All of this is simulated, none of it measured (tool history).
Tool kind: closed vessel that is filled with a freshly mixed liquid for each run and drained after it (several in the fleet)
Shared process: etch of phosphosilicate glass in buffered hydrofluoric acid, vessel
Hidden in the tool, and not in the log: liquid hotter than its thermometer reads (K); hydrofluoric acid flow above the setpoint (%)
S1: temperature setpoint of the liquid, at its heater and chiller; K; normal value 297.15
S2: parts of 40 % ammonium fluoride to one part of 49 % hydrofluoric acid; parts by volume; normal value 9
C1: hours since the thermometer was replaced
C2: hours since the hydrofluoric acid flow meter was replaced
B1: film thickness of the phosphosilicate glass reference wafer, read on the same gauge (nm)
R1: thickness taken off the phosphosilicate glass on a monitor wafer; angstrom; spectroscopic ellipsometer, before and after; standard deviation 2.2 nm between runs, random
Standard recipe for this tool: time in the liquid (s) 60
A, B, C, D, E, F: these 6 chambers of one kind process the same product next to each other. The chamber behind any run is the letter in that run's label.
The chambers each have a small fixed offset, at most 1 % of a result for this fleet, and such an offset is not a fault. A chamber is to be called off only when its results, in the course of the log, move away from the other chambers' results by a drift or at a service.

Run 1F, day 0.329: usual settings; C1 783.5; C2 496.8; B1 90.005. Result: R1 3796.8 angstrom.
Run 2B, day 0.575: usual settings; C1 457.2; C2 1053.8; B1 89.989. Result: R1 3793.4 angstrom.
Run 3A, day 0.767: usual settings; C1 1587.7; C2 1213.9; B1 89.994. Result: R1 3754.5 angstrom.
Run 4D, day 1.021: usual settings; C1 737.2; C2 429.2; B1 90.011. Result: R1 3826.1 angstrom.
Run 5C, day 1.321: usual settings; C1 3185.6; C2 918.3; B1 90.013. Result: R1 3783.6 angstrom.
Run 6E, day 1.525: usual settings; C1 903.2; C2 716.5; B1 89.984. Result: R1 3797.9 angstrom.
Run 7C, day 1.883: usual settings; C1 3199.1; C2 931.8; B1 90.009. Result: R1 3779.4 angstrom.
At day 2: chamber F: hydrofluoric acid flow meter replaced.
Run 8B, day 2.125: usual settings; C1 494.4; C2 1091; B1 90.008. Result: R1 3767 angstrom.
Run 9D, day 2.396: usual settings; C1 770.2; C2 462.2; B1 90.008. Result: R1 3794.6 angstrom.
Run 10E, day 2.738: usual settings; C1 932.3; C2 745.6; B1 89.98. Result: R1 3753.7 angstrom.
Run 11F, day 3: usual settings; C1 847.6; C2 24.1; B1 89.99. Result: R1 3787.2 angstrom.
Run 12A, day 3.221: usual settings; C1 1646.6; C2 1272.8; B1 89.996. Result: R1 3773 angstrom.
Run 13E, day 3.479: usual settings but S2 10.5 parts by volume, time in the liquid (s) 30; C1 950.1; C2 763.4; B1 90.016. Result: R1 1689.7 angstrom.
Run 14A, day 3.725: usual settings but S2 10.5 parts by volume, time in the liquid (s) 30; C1 1658.7; C2 1284.9; B1 89.992. Result: R1 1671.3 angstrom.
Run 15F, day 4.029: usual settings but S2 10.5 parts by volume, time in the liquid (s) 30; C1 872.3; C2 48.8; B1 90.009. Result: R1 1690.7 angstrom.
Run 16B, day 4.254: usual settings but S2 10.5 parts by volume, time in the liquid (s) 30; C1 545.5; C2 1142.1; B1 90.018. Result: R1 1706.1 angstrom.
Run 17D, day 4.521: usual settings but S2 10.5 parts by volume, time in the liquid (s) 30; C1 821.2; C2 513.2; B1 90.02. Result: R1 1681.4 angstrom.
Run 18C, day 4.696: usual settings but S2 10.5 parts by volume, time in the liquid (s) 30; C1 3266.6; C2 999.3; B1 90.001. Result: R1 1703.8 angstrom.
Run 19B, day 5.046: usual settings; C1 564.5; C2 1161.1; B1 89.998. Result: R1 3796.9 angstrom.
Run 20E, day 5.338: usual settings; C1 994.7; C2 808; B1 89.983. Result: R1 3757.1 angstrom.
At day 5.662: chamber C: thermometer replaced.
Run 21A, day 5.679: usual settings; C1 1705.6; C2 1331.8; B1 89.987. Result: R1 3742.1 angstrom.
Run 22D, day 5.904: usual settings; C1 854.4; C2 546.4; B1 89.998. Result: R1 3812.4 angstrom.
Run 23C, day 6.071: usual settings; C1 9.9; C2 1032.3; B1 90.009. Result: R1 3860.3 angstrom.
Run 24F, day 6.304: usual settings; C1 926.9; C2 103.4; B1 89.99. Result: R1 3804.8 angstrom.
Run 25E, day 6.504: usual settings; C1 1022.7; C2 836; B1 90.017. Result: R1 3786.9 angstrom.
Run 26D, day 6.775: usual settings but time in the liquid (s) 75; C1 875.3; C2 567.3; B1 90.007. Result: R1 4744.4 angstrom.
Run 27A, day 7.088: usual settings but time in the liquid (s) 75; C1 1739.4; C2 1365.6; B1 89.985. Result: R1 4768.8 angstrom.
Run 28B, day 7.321: usual settings but time in the liquid (s) 75; C1 619.1; C2 1215.7; B1 89.988. Result: R1 4732.9 angstrom.
Run 29F, day 7.662: usual settings but time in the liquid (s) 75; C1 959.5; C2 136; B1 90.002. Result: R1 4714.8 angstrom.
Run 30C, day 7.925: usual settings but time in the liquid (s) 75; C1 54.4; C2 1076.8; B1 90.011. Result: R1 4913.1 angstrom.
Run 31D, day 8.088: usual settings but time in the liquid (s) 75; C1 906.8; C2 598.8; B1 89.988. Result: R1 4684.2 angstrom.
Run 32E, day 8.288: usual settings; C1 1065.5; C2 878.8; B1 90.007. Result: R1 3766.1 angstrom.
Run 33A, day 8.583: usual settings; C1 1775.3; C2 1401.5; B1 90.019. Result: R1 3744 angstrom.
Run 34F, day 8.762: usual settings; C1 985.9; C2 162.4; B1 90.002. Result: R1 3787.8 angstrom.
Run 35C, day 8.929: usual settings; C1 78.5; C2 1100.9; B1 89.996. Result: R1 3947.6 angstrom.
Run 36B, day 9.104: usual settings; C1 661.9; C2 1258.5; B1 89.997. Result: R1 3780.1 angstrom.

Decide between three cases: one chamber stands off from its peers, the gauge reading all wafers drifts, or nothing is wrong past each chamber's small offset. Where a chamber is off, say which and what most likely put it there.

It is chamber C that slowly wanders off from its peers.
Cause: hydrofluoric acid flow above the setpoint (%) = 5.28.

Below are 4 candidate recipes for chamber C's next run, each the usual settings with a change, their results shown as question marks. Which of them brings C's results back in line with what the other chambers give on the usual settings?
Maximum distance from the other chambers' mean on the usual settings for a result to count as in line: R1 79 angstrom
Run 37C-1, day 9.362: usual settings but S1 296.65 K, S2 9.5 parts by volume. Result: R1 ?.
Run 37C-2, day 9.362: usual settings but S1 298.15 K. Result: R1 ?.
Run 37C-3, day 9.362: usual settings but S1 297.65 K, S2 8.5 parts by volume. Result: R1 ?.
Run 37C-4, day 9.362: usual settings but S1 296.15 K. Result: R1 ?.

What the other chambers average on the usual settings: R1 3789.4 angstrom
  run      R1
37C-1  3674.4
37C-2  4216.7
37C-3    4371
37C-4  3787.6
The answer is 37C-4, which returns the chamber to within the allowed miss of the others.
